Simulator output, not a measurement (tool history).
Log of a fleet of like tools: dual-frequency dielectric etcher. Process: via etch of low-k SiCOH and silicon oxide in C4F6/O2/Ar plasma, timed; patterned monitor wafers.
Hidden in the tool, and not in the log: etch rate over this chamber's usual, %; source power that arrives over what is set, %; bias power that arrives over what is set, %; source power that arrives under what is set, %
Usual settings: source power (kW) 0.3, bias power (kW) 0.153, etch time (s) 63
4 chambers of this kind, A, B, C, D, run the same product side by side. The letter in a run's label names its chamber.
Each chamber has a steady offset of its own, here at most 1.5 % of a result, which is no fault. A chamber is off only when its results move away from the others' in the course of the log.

| run | hour | source power (kW) | bias power (kW) | etch time (s) | hours since the last wet clean | hours since the last source power generator calibration | hours since the last bias power generator calibration | read-back reference wafer on the same gauge, depth_nm | mean etch depth across the wafer (nm) |
|---|---|---|---|---|---|---|---|---|---|
| 1B | 3.8 | 0.3 | 0.153 | 63 | 414.6 | 1734.9 | 797.5 | 145.99 | 150.56 |
| 2C | 9.3 | 0.3 | 0.153 | 63 | 379.4 | 1150.9 | 1115.6 | 146.05 | 147.67 |
| 3A | 12.3 | 0.3 | 0.153 | 63 | 157.4 | 1442.7 | 115.2 | 145.93 | 151.45 |
|  | 13.4 | chamber D: wet clean of the chamber |
| 4D | 16 | 0.3 | 0.153 | 63 | 2.6 | 461.9 | 2735.9 | 146.06 | 148.36 |
| 5B | 20.5 | 0.3 | 0.153 | 63 | 431.3 | 1751.6 | 814.2 | 145.9 | 149.05 |
| 6C | 24.9 | 0.3 | 0.153 | 63 | 395 | 1166.5 | 1131.2 | 146.08 | 148.12 |
| 7A | 29.6 | 0.3 | 0.153 | 63 | 174.7 | 1460 | 132.5 | 145.94 | 150.95 |
| 8D | 33 | 0.35 | 0.153 | 54.5 | 19.6 | 478.9 | 2752.9 | 146.15 | 136.3 |
|  | 35.1 | chamber C: wet clean of the chamber |
| 9C | 36.7 | 0.35 | 0.153 | 54.5 | 1.7 | 1178.3 | 1143 | 146.03 | 140.5 |
| 10D | 41.9 | 0.35 | 0.153 | 54.5 | 28.5 | 487.8 | 2761.8 | 146.05 | 136.65 |
| 11B | 45.8 | 0.35 | 0.153 | 54.5 | 456.6 | 1776.9 | 839.5 | 145.97 | 137.92 |
| 12A | 50.9 | 0.3 | 0.153 | 63 | 196 | 1481.3 | 153.8 | 145.97 | 151.23 |
| 13D | 54.5 | 0.3 | 0.153 | 63 | 41.1 | 500.4 | 2774.4 | 145.95 | 149.33 |
| 14A | 60.1 | 0.3 | 0.153 | 63 | 205.2 | 1490.5 | 163 | 145.95 | 151.09 |
| 15B | 64.1 | 0.3 | 0.153 | 63 | 474.9 | 1795.2 | 857.8 | 145.92 | 148.97 |
| 16C | 68.7 | 0.3 | 0.153 | 63 | 33.7 | 1210.3 | 1175 | 145.99 | 154.01 |
| 17A | 72.4 | 0.3 | 0.153 | 63 | 217.5 | 1502.8 | 175.3 | 145.98 | 151.47 |
| 18D | 76.4 | 0.3 | 0.153 | 63 | 63 | 522.3 | 2796.3 | 145.97 | 148.98 |
| 19B | 81.4 | 0.3 | 0.153 | 63 | 492.2 | 1812.5 | 875.1 | 146.05 | 149.02 |
| 20C | 86.9 | 0.3 | 0.153 | 63 | 51.9 | 1228.5 | 1193.2 | 146.04 | 153.47 |
| 21D | 90.2 | 0.3 | 0.153 | 63 | 76.8 | 536.1 | 2810.1 | 146.13 | 148.61 |
| 22A | 93.7 | 0.3 | 0.153 | 63 | 238.8 | 1524.1 | 196.6 | 146.01 | 151.56 |
| 23C | 96.8 | 0.3 | 0.153 | 63 | 61.8 | 1238.4 | 1203.1 | 145.98 | 152.43 |
| 24B | 100 | 0.3 | 0.153 | 63 | 510.8 | 1831.1 | 893.7 | 146.09 | 149.31 |
| 25A | 103.3 | 0.3 | 0.153 | 63 | 248.4 | 1533.7 | 206.2 | 145.97 | 151.64 |

What goes on in this fleet: one chamber off, a drifting gauge, or nothing beyond the chambers' own small offsets? Name the chamber and the cause, if any.

A service left chamber C off against the others.
Cause: etch rate over this chamber's usual, % = 3.44.

Here are 4 candidates for chamber C's next run, each the usual settings with a change, their results left as question marks. Which one brings its results back in line with what the others give on the usual settings?
In line means no further than this from the other chambers' mean on the usual settings: mean etch depth across the wafer (nm) 1.7
| 26C-1 | 108.2 | 0.34 | 0.153 | 63 |  |  |  |  | ? |
| 26C-2 | 108.2 | 0.3 | 0.153 | 61.5 |  |  |  |  | ? |
| 26C-3 | 108.2 | 0.31 | 0.157 | 63 |  |  |  |  | ? |
| 26C-4 | 108.2 | 0.3 | 0.152 | 60.5 |  |  |  |  | ? |

The other chambers' mean on the usual settings: mean etch depth across the wafer (nm) 149.71
| run | mean etch depth across the wafer (nm) |
|---|---|
| 26C-1 | 161.07 |
| 26C-2 | 149.76 |
| 26C-3 | 156.65 |
| 26C-4 | 147.02 |
26C-2 brings the chamber back in line.
